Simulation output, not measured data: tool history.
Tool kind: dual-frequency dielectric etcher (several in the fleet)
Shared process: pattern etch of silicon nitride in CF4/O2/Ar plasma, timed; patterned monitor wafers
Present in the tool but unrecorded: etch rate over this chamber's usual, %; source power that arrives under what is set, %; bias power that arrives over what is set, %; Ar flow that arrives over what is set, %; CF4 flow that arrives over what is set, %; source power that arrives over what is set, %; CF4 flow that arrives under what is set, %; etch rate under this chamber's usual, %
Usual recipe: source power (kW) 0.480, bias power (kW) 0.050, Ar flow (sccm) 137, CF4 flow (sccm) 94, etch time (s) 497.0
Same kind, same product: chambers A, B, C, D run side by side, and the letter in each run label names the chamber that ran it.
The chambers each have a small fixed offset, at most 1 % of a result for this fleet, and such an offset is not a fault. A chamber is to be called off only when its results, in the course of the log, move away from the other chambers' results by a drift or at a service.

run	day	source power (kW)	bias power (kW)	Ar flow (sccm)	CF4 flow (sccm)	etch time (s)	hours since the last wet clean	hours since the last source power generator calibration	hours since the last bias power generator calibration	hours since the last Ar flow controller change	hours since the last CF4 flow controller change	read-back reference wafer on the same gauge, depth_nm	mean etch depth across the wafer (angstrom)
1C	0.108	0.480	0.050	137	94	497.0	78.2	723.2	963.9	1363.0	1496.9	842.97	8762.1
2D	0.242	0.480	0.050	137	94	497.0	346.6	3299.6	789.9	844.5	2166.5	843.56	8666.2
3B	0.446	0.480	0.050	137	94	497.0	281.4	309.8	140.0	2514.5	1747.0	842.10	8673.2
4A	0.583	0.480	0.050	137	94	497.0	329.4	195.9	3232.7	1205.0	924.4	842.68	8694.5
5B	0.762	0.480	0.050	137	94	497.0	289.0	317.4	147.6	2522.1	1754.6	843.12	8675.4
6C	0.925	0.480	0.044	137	94	609.5	97.8	742.8	983.5	1382.6	1516.5	843.20	10228.0
7A	1.062	0.480	0.044	137	94	609.5	340.9	207.4	3244.2	1216.5	935.9	842.90	10069.0
8D	1.196	0.480	0.044	137	94	609.5	369.5	3322.5	812.8	867.4	2189.4	843.24	10159.0
9A	1.329	0.480	0.044	137	94	609.5	347.3	213.8	3250.6	1222.9	942.3	842.73	10151.0
10D	1.467	0.480	0.050	137	94	497.0	376.0	3329.0	819.3	873.9	2195.9	843.29	8708.7
11C	1.683	0.480	0.050	137	94	497.0	116.0	761.0	1001.7	1400.8	1534.7	842.91	8705.5
12B	1.871	0.480	0.050	137	94	497.0	315.6	344.0	174.2	2548.7	1781.2	842.63	8739.0
13A	2.067	0.480	0.050	137	94	497.0	365.0	231.5	3268.3	1240.6	960.0	842.80	8704.0
14C	2.217	0.480	0.050	137	94	497.0	128.8	773.8	1014.5	1413.6	1547.5	843.17	8716.0
15B	2.329	0.480	0.050	137	94	497.0	326.6	355.0	185.2	2559.7	1792.2	842.65	8695.7
16D	2.450	0.480	0.050	137	94	497.0	399.6	3352.6	842.9	897.5	2219.5	844.17	8672.7
17B	2.612	0.480	0.044	137	94	497.0	333.4	361.8	192.0	2566.5	1799.0	843.00	8258.7
18D	2.767	0.480	0.044	137	94	497.0	407.2	3360.2	850.5	905.1	2227.1	842.35	8267.1
19C	2.933	0.480	0.044	137	94	497.0	146.0	791.0	1031.7	1430.8	1564.7	842.88	8296.3
20A	3.062	0.480	0.044	137	94	497.0	388.9	255.4	3292.2	1264.5	983.9	843.00	8332.9
21A	3.217	0.480	0.050	137	94	497.0	392.6	259.1	3295.9	1268.2	987.6	843.04	8796.8
22C	3.329	0.480	0.050	137	94	497.0	155.5	800.5	1041.2	1440.3	1574.2	842.78	8720.1
23B	3.458	0.480	0.050	137	94	497.0	353.7	382.1	212.3	2586.8	1819.3	842.47	8690.3
24D	3.671	0.480	0.050	137	94	497.0	428.9	3381.9	872.2	926.8	2248.8	842.50	8633.8
25D	3.850	0.480	0.050	137	94	497.0	433.2	3386.2	876.5	931.1	2253.1	842.87	8634.2
26A	4.050	0.480	0.050	137	94	497.0	412.6	279.1	3315.9	1288.2	1007.6	843.00	8846.5
27B	4.171	0.480	0.050	137	94	497.0	370.8	399.2	229.4	2603.9	1836.4	843.07	8709.1
28C	4.383	0.480	0.050	137	94	497.0	180.8	825.8	1066.5	1465.6	1599.5	842.77	8752.5
29C	4.550	0.480	0.045	137	94	497.0	184.8	829.8	1070.5	1469.6	1603.5	843.28	8347.5
30D	4.754	0.480	0.045	137	94	497.0	454.9	3407.9	898.2	952.8	2274.8	842.77	8342.7

For the next run the whole fleet of 4 chambers uses the same settings. Give each chamber's results:
31A	4.908	0.370	0.050	137	94	497.0							?
31B	4.908	0.370	0.050	137	94	497.0							?
31C	4.908	0.370	0.050	137	94	497.0							?
31D	4.908	0.370	0.050	137	94	497.0							?

run	mean etch depth across the wafer (angstrom)
31A	7134.3
31B	6995.4
31C	6972.2
31D	6944.4
